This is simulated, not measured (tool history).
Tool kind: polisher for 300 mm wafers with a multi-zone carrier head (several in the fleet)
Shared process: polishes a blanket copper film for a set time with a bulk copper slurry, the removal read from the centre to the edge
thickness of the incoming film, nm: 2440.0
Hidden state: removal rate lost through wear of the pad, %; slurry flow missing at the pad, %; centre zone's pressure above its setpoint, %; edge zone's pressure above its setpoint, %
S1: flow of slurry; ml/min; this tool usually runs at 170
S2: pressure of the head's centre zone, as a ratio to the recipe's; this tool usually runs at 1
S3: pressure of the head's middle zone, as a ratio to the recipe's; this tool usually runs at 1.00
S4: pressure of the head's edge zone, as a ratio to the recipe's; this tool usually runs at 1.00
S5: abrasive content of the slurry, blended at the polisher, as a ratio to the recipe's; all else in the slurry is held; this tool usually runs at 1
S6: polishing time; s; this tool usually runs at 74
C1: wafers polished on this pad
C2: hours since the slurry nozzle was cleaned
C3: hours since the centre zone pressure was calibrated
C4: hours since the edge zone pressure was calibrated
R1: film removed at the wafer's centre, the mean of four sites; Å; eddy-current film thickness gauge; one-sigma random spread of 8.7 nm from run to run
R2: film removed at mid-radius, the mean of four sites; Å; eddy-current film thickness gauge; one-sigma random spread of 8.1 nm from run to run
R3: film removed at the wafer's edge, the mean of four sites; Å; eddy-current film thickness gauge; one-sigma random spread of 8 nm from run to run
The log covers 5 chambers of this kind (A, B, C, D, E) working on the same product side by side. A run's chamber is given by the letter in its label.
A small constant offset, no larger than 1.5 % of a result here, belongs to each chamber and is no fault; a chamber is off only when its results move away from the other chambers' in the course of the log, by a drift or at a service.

Run 1D, hour 7.1: usual settings; C1 629; C2 821.6; C3 684.2; C4 63.0. Result: R1 8614.8 Å, R2 8571.7 Å, R3 8629.8 Å.
Run 2B, hour 17.8: usual settings; C1 354; C2 286.2; C3 837.2; C4 582.3. Result: R1 8662.4 Å, R2 8693.6 Å, R3 8688.7 Å.
At hour 22.2: chamber E: worn pad replaced by a new one.
At hour 23.8: chamber D: slurry nozzle cleaned.
Run 3E, hour 30.7: usual settings; C1 54; C2 319.6; C3 375.8; C4 334.8. Result: R1 8592.4 Å, R2 8590.9 Å, R3 8521.2 Å.
At hour 36.5: chamber C: worn pad replaced by a new one.
Run 4A, hour 39.5: usual settings; C1 509; C2 529.0; C3 395.8; C4 331.0. Result: R1 8621.7 Å, R2 8690.8 Å, R3 8621.5 Å.
Run 5C, hour 46.3: usual settings; C1 63; C2 462.1; C3 757.1; C4 192.3. Result: R1 8761.2 Å, R2 8544.6 Å, R3 8703.4 Å.
At hour 50.6: chamber B: worn pad replaced by a new one.
Run 6C, hour 57.7: usual settings; C1 136; C2 473.5; C3 768.5; C4 203.7. Result: R1 8630.0 Å, R2 8498.5 Å, R3 8579.4 Å.
Run 7A, hour 65.5: usual settings but S3 0.96; C1 675; C2 555.0; C3 421.8; C4 357.0. Result: R1 8544.5 Å, R2 8301.2 Å, R3 8507.5 Å.
Run 8B, hour 73.0: usual settings but S3 0.96; C1 143; C2 341.4; C3 892.4; C4 637.5. Result: R1 8881.2 Å, R2 8465.8 Å, R3 8665.7 Å.
Run 9D, hour 82.9: usual settings but S3 0.96; C1 1114; C2 59.1; C3 760.0; C4 138.8. Result: R1 8674.4 Å, R2 8332.8 Å, R3 8573.1 Å.
Run 10E, hour 90.2: usual settings but S3 0.96; C1 435; C2 379.1; C3 435.3; C4 394.3. Result: R1 8650.2 Å, R2 8412.6 Å, R3 8592.3 Å.
Run 11C, hour 96.8: usual settings but S3 0.96; C1 386; C2 512.6; C3 807.6; C4 242.8. Result: R1 8573.7 Å, R2 8263.7 Å, R3 8590.6 Å.
At hour 99.1: chamber D: worn pad replaced by a new one.
Run 12E, hour 109.1: usual settings; C1 556; C2 398.0; C3 454.2; C4 413.2. Result: R1 8871.1 Å, R2 8514.1 Å, R3 8646.9 Å.
Run 13A, hour 117.4: usual settings but S6 95 s; C1 1007; C2 606.9; C3 473.7; C4 408.9. Result: R1 11138.0 Å, R2 11093.0 Å, R3 11161.0 Å.
At hour 117.8: chamber B: edge zone pressure recalibrated.
Run 14B, hour 126.2: usual settings but S6 95 s; C1 484; C2 394.6; C3 945.6; C4 8.4. Result: R1 11079.0 Å, R2 11318.0 Å, R3 11072.0 Å.
At hour 133.6: chamber E: worn pad replaced by a new one.
Run 15D, hour 138.5: usual settings but S6 95 s; C1 252; C2 114.7; C3 815.6; C4 194.4. Result: R1 11245.0 Å, R2 11018.0 Å, R3 10920.0 Å.
At hour 147.3: chamber B: worn pad replaced by a new one.
Run 16E, hour 151.5: usual settings but S6 95 s; C1 115; C2 440.4; C3 496.6; C4 455.6. Result: R1 11065.0 Å, R2 11047.0 Å, R3 11025.0 Å.
At hour 153.9: chamber C: worn pad replaced by a new one.
Run 17C, hour 158.6: usual settings but S6 95 s; C1 30; C2 574.4; C3 869.4; C4 304.6. Result: R1 10954.0 Å, R2 10810.0 Å, R3 10980.0 Å.
Run 18B, hour 166.9: usual settings but S1 195 ml/min; C1 125; C2 435.3; C3 986.3; C4 49.1. Result: R1 8934.1 Å, R2 8956.6 Å, R3 8815.0 Å.
Run 19A, hour 176.4: usual settings but S1 195 ml/min; C1 1385; C2 665.9; C3 532.7; C4 467.9. Result: R1 8766.5 Å, R2 8654.7 Å, R3 8516.1 Å.
Run 20D, hour 182.6: usual settings but S1 195 ml/min; C1 534; C2 158.8; C3 859.7; C4 238.5. Result: R1 8756.4 Å, R2 9000.3 Å, R3 8716.4 Å.
Run 21D, hour 193.3: usual settings but S1 195 ml/min; C1 602; C2 169.5; C3 870.4; C4 249.2. Result: R1 9098.1 Å, R2 8678.5 Å, R3 8794.6 Å.
Run 22A, hour 199.7: usual settings but S1 195 ml/min; C1 1534; C2 689.2; C3 556.0; C4 491.2. Result: R1 8795.2 Å, R2 8520.8 Å, R3 8601.5 Å.
At hour 200.1: chamber E: edge zone pressure recalibrated.
At hour 206.8: chamber C: slurry nozzle cleaned.
Run 23B, hour 208.3: usual settings; C1 390; C2 476.7; C3 1027.7; C4 90.5. Result: R1 8873.2 Å, R2 8577.5 Å, R3 8637.8 Å.
Run 24C, hour 217.2: usual settings; C1 405; C2 10.4; C3 928.0; C4 363.2. Result: R1 8569.5 Å, R2 8641.9 Å, R3 8827.9 Å.
At hour 225.0: chamber C: centre zone pressure recalibrated.
Run 25E, hour 227.7: usual settings; C1 602; C2 516.6; C3 572.8; C4 27.6. Result: R1 8685.0 Å, R2 8622.3 Å, R3 8674.9 Å.
At hour 227.9: chamber B: worn pad replaced by a new one.
Run 26C, hour 234.5: usual settings; C1 516; C2 27.7; C3 9.5; C4 380.5. Result: R1 8656.8 Å, R2 8464.5 Å, R3 8684.8 Å.
Run 27E, hour 243.4: usual settings; C1 703; C2 532.3; C3 588.5; C4 43.3. Result: R1 8797.2 Å, R2 8558.0 Å, R3 8686.4 Å.
Run 28B, hour 250.3: usual settings; C1 143; C2 518.7; C3 1069.7; C4 132.5. Result: R1 8820.0 Å, R2 8630.7 Å, R3 8635.8 Å.
At hour 254.9: chamber E: worn pad replaced by a new one.
Run 29A, hour 262.8: usual settings; C1 1938; C2 752.3; C3 619.1; C4 554.3. Result: R1 8359.5 Å, R2 8055.4 Å, R3 7989.8 Å.
Run 30D, hour 271.5: usual settings; C1 1103; C2 247.7; C3 948.6; C4 327.4. Result: R1 8710.7 Å, R2 8668.9 Å, R3 8638.6 Å.
Run 31D, hour 279.2: usual settings; C1 1152; C2 255.4; C3 956.3; C4 335.1. Result: R1 8509.5 Å, R2 8515.1 Å, R3 8587.5 Å.
Run 32B, hour 286.9: usual settings; C1 377; C2 555.3; C3 1106.3; C4 169.1. Result: R1 8714.9 Å, R2 8562.1 Å, R3 8498.9 Å.
At hour 287.7: chamber D: centre zone pressure recalibrated.
At hour 296.0: chamber A: slurry nozzle cleaned.
Run 33C, hour 298.5: usual settings; C1 925; C2 91.7; C3 73.5; C4 444.5. Result: R1 8697.3 Å, R2 8500.1 Å, R3 8748.9 Å.
At hour 300.3: chamber C: worn pad replaced by a new one.
At hour 303.1: chamber D: worn pad replaced by a new one.
Run 34E, hour 305.7: usual settings; C1 325; C2 594.6; C3 650.8; C4 105.6. Result: R1 8695.7 Å, R2 8605.5 Å, R3 8499.6 Å.
Run 35A, hour 317.0: usual settings but S4 1.11; C1 2284; C2 21.1; C3 673.3; C4 608.5. Result: R1 8044.9 Å, R2 7902.5 Å, R3 8349.5 Å.
Run 36A, hour 328.8: usual settings but S4 1.11; C1 2360; C2 32.9; C3 685.1; C4 620.3. Result: R1 8079.0 Å, R2 7783.2 Å, R3 8481.3 Å.
Run 37D, hour 339.9: usual settings but S4 1.11; C1 235; C2 316.1; C3 52.2; C4 395.8. Result: R1 8690.7 Å, R2 8579.4 Å, R3 9240.4 Å.
Run 38C, hour 353.5: usual settings but S4 1.11; C1 340; C2 146.7; C3 128.5; C4 499.5. Result: R1 8838.5 Å, R2 8534.5 Å, R3 9218.2 Å.

Which is it: a chamber that has drifted or been left off by a service, a gauge drift common to all chambers, or only each chamber's usual small offset? If a chamber is off, name it and its likeliest cause.

Little by little, chamber A moves away from the other chambers.
What lies behind it: removal rate lost through wear of the pad, % = 10.5.

Below are 4 candidate recipes for chamber A's next run, each the usual settings with a change, their results shown as question marks. Which of them brings A's results back in line with what the other chambers give on the usual settings?
In-line tolerance around the mean of the other chambers on the usual settings: R1 300.0 Å; R2 280.0 Å; R3 280.0 Å
Run 39A-1, hour 363.3: usual settings but S1 175 ml/min, S6 82 s. Result: R1 ?, R2 ?, R3 ?.
Run 39A-2, hour 363.3: usual settings but S1 175 ml/min, S4 1.01, S5 1.05, S6 89 s. Result: R1 ?, R2 ?, R3 ?.
Run 39A-3, hour 363.3: usual settings but S4 0.99, S6 67 s. Result: R1 ?, R2 ?, R3 ?.
Run 39A-4, hour 363.3: usual settings but S1 165 ml/min, S2 1.01, S4 0.99, S5 0.95, S6 61 s. Result: R1 ?, R2 ?, R3 ?.

The other chambers' mean on the usual settings: R1 8684.1 Å; R2 8602.8 Å; R3 8634.0 Å
  run      R1      R2      R3
39A-1  8715.0  8627.4  8613.8
39A-2  9561.6  9465.3  9500.1
39A-3  7082.8  7015.7  6976.8
39A-4  6408.9  6283.5  6257.6
39A-1 brings the chamber back in line.
